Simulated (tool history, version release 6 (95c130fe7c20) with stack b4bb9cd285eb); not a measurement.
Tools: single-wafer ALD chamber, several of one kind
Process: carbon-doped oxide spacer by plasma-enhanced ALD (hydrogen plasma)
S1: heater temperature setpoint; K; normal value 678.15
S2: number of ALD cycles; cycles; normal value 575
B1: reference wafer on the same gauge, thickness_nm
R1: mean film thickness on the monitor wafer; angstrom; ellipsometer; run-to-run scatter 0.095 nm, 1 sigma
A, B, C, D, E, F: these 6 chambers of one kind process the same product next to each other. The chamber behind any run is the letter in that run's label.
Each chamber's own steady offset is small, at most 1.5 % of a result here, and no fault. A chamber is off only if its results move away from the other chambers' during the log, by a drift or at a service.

run 1E hour=3.7 | S1=678.15 S2=575 | B1=22.706 | R1=280.31
run 2A hour=6.6 | S1=678.15 S2=575 | B1=22.711 | R1=284.04
run 3C hour=11.3 | S1=678.15 S2=575 | B1=22.707 | R1=281.36
run 4D hour=14.6 | S1=678.15 S2=575 | B1=22.700 | R1=286.17
run 5F hour=17.0 | S1=678.15 S2=575 | B1=22.705 | R1=280.35
run 6B hour=19.4 | S1=678.15 S2=575 | B1=22.692 | R1=284.70
run 7F hour=24.5 | S1=678.15 S2=575 | B1=22.718 | R1=280.80
run 8B hour=27.9 | S1=668.15 S2=575 | B1=22.703 | R1=289.55
run 9A hour=31.3 | S1=668.15 S2=575 | B1=22.711 | R1=289.01
run 10C hour=35.3 | S1=668.15 S2=575 | B1=22.709 | R1=286.62
run 11E hour=40.0 | S1=668.15 S2=575 | B1=22.671 | R1=283.08
run 12D hour=43.3 | S1=668.15 S2=575 | B1=22.705 | R1=289.46
run 13A hour=47.0 | S1=668.15 S2=575 | B1=22.677 | R1=287.32
run 14B hour=50.4 | S1=678.15 S2=575 | B1=22.688 | R1=285.03
run 15D hour=52.8 | S1=692.15 S2=485 | B1=22.705 | R1=230.67
run 16F hour=55.0 | S1=692.15 S2=485 | B1=22.690 | R1=226.27
run 17E hour=58.9 | S1=692.15 S2=485 | B1=22.713 | R1=226.39
run 18C hour=61.9 | S1=692.15 S2=485 | B1=22.674 | R1=227.54
run 19E hour=65.9 | S1=692.15 S2=485 | B1=22.709 | R1=227.03
run 20F hour=70.4 | S1=692.15 S2=485 | B1=22.719 | R1=226.94
run 21D hour=74.3 | S1=678.15 S2=575 | B1=22.714 | R1=286.58
run 22A hour=78.3 | S1=678.15 S2=575 | B1=22.707 | R1=283.60
run 23B hour=83.2 | S1=678.15 S2=575 | B1=22.709 | R1=285.84
run 24C hour=87.5 | S1=678.15 S2=575 | B1=22.705 | R1=281.09
run 25C hour=91.6 | S1=678.15 S2=575 | B1=22.698 | R1=282.60
run 26E hour=96.5 | S1=678.15 S2=575 | B1=22.696 | R1=280.36
run 27A hour=100.2 | S1=669.15 S2=684 | B1=22.699 | R1=343.26
run 28F hour=104.5 | S1=669.15 S2=684 | B1=22.707 | R1=339.99
run 29B hour=107.7 | S1=669.15 S2=684 | B1=22.702 | R1=343.24
run 30D hour=112.5 | S1=669.15 S2=684 | B1=22.684 | R1=345.48
run 31F hour=115.9 | S1=669.15 S2=684 | B1=22.703 | R1=338.92
run 32E hour=119.7 | S1=669.15 S2=684 | B1=22.689 | R1=338.68
run 33B hour=123.8 | S1=672.15 S2=575 | B1=22.708 | R1=289.98
run 34C hour=128.4 | S1=672.15 S2=575 | B1=22.686 | R1=284.87
run 35D hour=133.1 | S1=672.15 S2=575 | B1=22.698 | R1=290.75
run 36A hour=135.8 | S1=672.15 S2=575 | B1=22.694 | R1=287.89
run 37D hour=140.7 | S1=672.15 S2=575 | B1=22.692 | R1=289.78
run 38A hour=145.5 | S1=672.15 S2=575 | B1=22.695 | R1=289.05

The same settings go to every chamber for the next run, one line per chamber below. Forecast the results for each:
run 39A hour=149.2 | S1=678.15 S2=508 | R1=?
run 39B hour=149.2 | S1=678.15 S2=508 | R1=?
run 39C hour=149.2 | S1=678.15 S2=508 | R1=?
run 39D hour=149.2 | S1=678.15 S2=508 | R1=?
run 39E hour=149.2 | S1=678.15 S2=508 | R1=?
run 39F hour=149.2 | S1=678.15 S2=508 | R1=?

run=39A R1=252.67
run=39B R1=252.75
run=39C R1=247.53
run=39D R1=253.65
run=39E R1=246.43
run=39F R1=247.29
